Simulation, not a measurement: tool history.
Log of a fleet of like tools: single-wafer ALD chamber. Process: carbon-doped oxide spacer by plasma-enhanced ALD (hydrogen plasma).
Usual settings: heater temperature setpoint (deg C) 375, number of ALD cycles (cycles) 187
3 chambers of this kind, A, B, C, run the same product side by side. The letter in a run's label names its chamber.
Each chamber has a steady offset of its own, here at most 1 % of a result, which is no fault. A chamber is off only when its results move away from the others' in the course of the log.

run,hour,heater temperature setpoint (deg C),number of ALD cycles (cycles),"read-back reference wafer on the same gauge, thickness_nm",mean film thickness on the monitor wafer (angstrom)
1C,5.8,375,187,10.511,92.661
2B,11.4,375,187,10.504,93.857
3A,16.5,375,187,10.498,93.295
4A,23.0,375,187,10.517,91.958
5C,28.4,375,187,10.505,92.481
6B,33.3,375,187,10.506,93.804
7B,39.1,369,219,10.496,109.060
8C,45.9,369,219,10.515,110.610
9A,49.1,369,219,10.519,108.560
10C,53.0,375,187,10.512,93.267
11B,56.7,375,187,10.513,93.138
12A,61.0,375,187,10.518,93.170
13B,65.2,370,152,10.501,76.510
14C,69.7,370,152,10.498,75.850
15A,73.5,370,152,10.511,75.510
16A,77.7,375,187,10.501,92.446
17C,81.5,375,187,10.514,93.352
18B,85.8,375,209,10.518,104.680
19B,92.0,375,209,10.501,103.410
20C,98.3,375,209,10.502,104.240
21A,102.9,375,187,10.533,93.087
22C,108.5,375,187,10.505,93.567

What goes on in this fleet: one chamber off, a drifting gauge, or nothing beyond the chambers' own small offsets? Name the chamber and the cause, if any.

No chamber stands off beyond its own small offset, and the gauge holds steady.
